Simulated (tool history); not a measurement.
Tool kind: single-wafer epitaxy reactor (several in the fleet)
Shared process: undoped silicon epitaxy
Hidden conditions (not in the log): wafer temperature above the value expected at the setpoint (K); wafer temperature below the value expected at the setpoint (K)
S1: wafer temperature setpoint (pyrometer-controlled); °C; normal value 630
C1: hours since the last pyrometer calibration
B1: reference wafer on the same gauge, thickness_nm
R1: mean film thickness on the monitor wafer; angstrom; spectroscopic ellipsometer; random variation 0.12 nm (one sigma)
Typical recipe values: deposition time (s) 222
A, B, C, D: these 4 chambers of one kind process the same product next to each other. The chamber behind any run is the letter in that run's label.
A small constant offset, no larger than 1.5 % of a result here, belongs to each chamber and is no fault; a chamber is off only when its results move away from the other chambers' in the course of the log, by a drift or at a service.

At day 0.121: chamber B: pyrometer calibrated.
Run 1B, day 0.2: usual settings; C1 2; B1 22.723. Result: R1 235.89 angstrom.
Run 2C, day 0.346: usual settings; C1 2302.9; B1 22.701. Result: R1 237.77 angstrom.
At day 0.483: chamber C: pyrometer calibrated.
Run 3D, day 0.488: usual settings; C1 978; B1 22.696. Result: R1 242.41 angstrom.
Run 4A, day 0.7: usual settings; C1 1141.9; B1 22.724. Result: R1 238.15 angstrom.
Run 5B, day 0.829: usual settings; C1 17.1; B1 22.717. Result: R1 236.49 angstrom.
Run 6C, day 0.992: usual settings; C1 12.3; B1 22.683. Result: R1 238.01 angstrom.
Run 7A, day 1.196: usual settings; C1 1153.8; B1 22.681. Result: R1 242.19 angstrom.
Run 8D, day 1.292: usual settings; C1 997.3; B1 22.685. Result: R1 239.89 angstrom.
Run 9B, day 1.492: usual settings; C1 33; B1 22.732. Result: R1 235.02 angstrom.
Run 10D, day 1.604: usual settings; C1 1004.8; B1 22.71. Result: R1 242.31 angstrom.
Run 11C, day 1.746: usual settings; C1 30.4; B1 22.703. Result: R1 238.07 angstrom.
Run 12A, day 1.867: usual settings; C1 1169.9; B1 22.693. Result: R1 239.88 angstrom.
Run 13A, day 2.071: usual settings; C1 1174.8; B1 22.725. Result: R1 240.29 angstrom.
Run 14B, day 2.162: usual settings but deposition time (s) 200; C1 49.1; B1 22.741. Result: R1 212.08 angstrom.
Run 15D, day 2.271: usual settings but deposition time (s) 200; C1 1020.8; B1 22.682. Result: R1 217.02 angstrom.
Run 16C, day 2.383: usual settings but deposition time (s) 200; C1 45.7; B1 22.686. Result: R1 211.53 angstrom.
Run 17A, day 2.512: usual settings but deposition time (s) 200; C1 1185.4; B1 22.728. Result: R1 216.48 angstrom.
Run 18D, day 2.667: usual settings; C1 1030.3; B1 22.699. Result: R1 239.61 angstrom.
Run 19C, day 2.767: usual settings; C1 54.9; B1 22.678. Result: R1 236.76 angstrom.
Run 20B, day 2.879: usual settings; C1 66.3; B1 22.713. Result: R1 235.31 angstrom.
Run 21B, day 3.054: usual settings; C1 70.5; B1 22.698. Result: R1 236.83 angstrom.
Run 22C, day 3.158: usual settings but S1 640 °C; C1 64.3; B1 22.698. Result: R1 296.71 angstrom.
Run 23A, day 3.267: usual settings but S1 640 °C; C1 1203.5; B1 22.703. Result: R1 301 angstrom.
Run 24D, day 3.454: usual settings but S1 640 °C; C1 1049.2; B1 22.685. Result: R1 298.14 angstrom.
Run 25A, day 3.592: usual settings but S1 640 °C; C1 1211.3; B1 22.707. Result: R1 300.77 angstrom.
Run 26D, day 3.688: usual settings; C1 1054.8; B1 22.685. Result: R1 238.99 angstrom.
Run 27C, day 3.808: usual settings; C1 79.9; B1 22.727. Result: R1 238.02 angstrom.
Run 28B, day 3.929: usual settings; C1 91.5; B1 22.696. Result: R1 238.15 angstrom.
Run 29D, day 4.038: usual settings; C1 1063.2; B1 22.706. Result: R1 236.6 angstrom.
Run 30C, day 4.204: usual settings; C1 89.4; B1 22.688. Result: R1 236.66 angstrom.
Run 31A, day 4.408: usual settings; C1 1230.9; B1 22.689. Result: R1 239.86 angstrom.
Run 32B, day 4.617: usual settings; C1 108; B1 22.696. Result: R1 236.51 angstrom.
Run 33B, day 4.767: usual settings; C1 111.6; B1 22.685. Result: R1 237 angstrom.
Run 34A, day 4.967: usual settings; C1 1244.3; B1 22.705. Result: R1 241.58 angstrom.
Run 35C, day 5.15: usual settings; C1 112.1; B1 22.702. Result: R1 237.32 angstrom.
Run 36D, day 5.292: usual settings; C1 1093.3; B1 22.712. Result: R1 234.41 angstrom.
Run 37C, day 5.471: usual settings; C1 119.8; B1 22.7. Result: R1 238.43 angstrom.
Run 38B, day 5.625: usual settings; C1 132.2; B1 22.712. Result: R1 236.62 angstrom.

Is one chamber off against the others, does the gauge drift, or is nothing wrong? If a chamber is off, say which, and what the likeliest cause is.

Little by little, chamber D moves away from the other chambers.
Most likely cause: wafer temperature below the value expected at the setpoint (K) = 1.71.

Chamber D could run next with any of the 4 candidate recipes listed below; each alters the usual settings, and their results appear as question marks. Which one brings its results back in line with what the other chambers deliver on the usual settings?
To be in line, a result may differ from the other chambers' mean on the usual settings by at most: R1 4 angstrom
Run 39D-1, day 5.779: usual settings but deposition time (s) 217. Result: R1 ?.
Run 39D-2, day 5.779: usual settings but deposition time (s) 234. Result: R1 ?.
Run 39D-3, day 5.779: usual settings but deposition time (s) 210. Result: R1 ?.
Run 39D-4, day 5.779: usual settings but S1 631 °C, deposition time (s) 223. Result: R1 ?.

The mean the other chambers reach with the usual settings: R1 237.88 angstrom
  run      R1
39D-1  227.44
39D-2  245.26
39D-3   220.1
39D-4  239.12
With 39D-4, the chamber falls back in line with the rest.
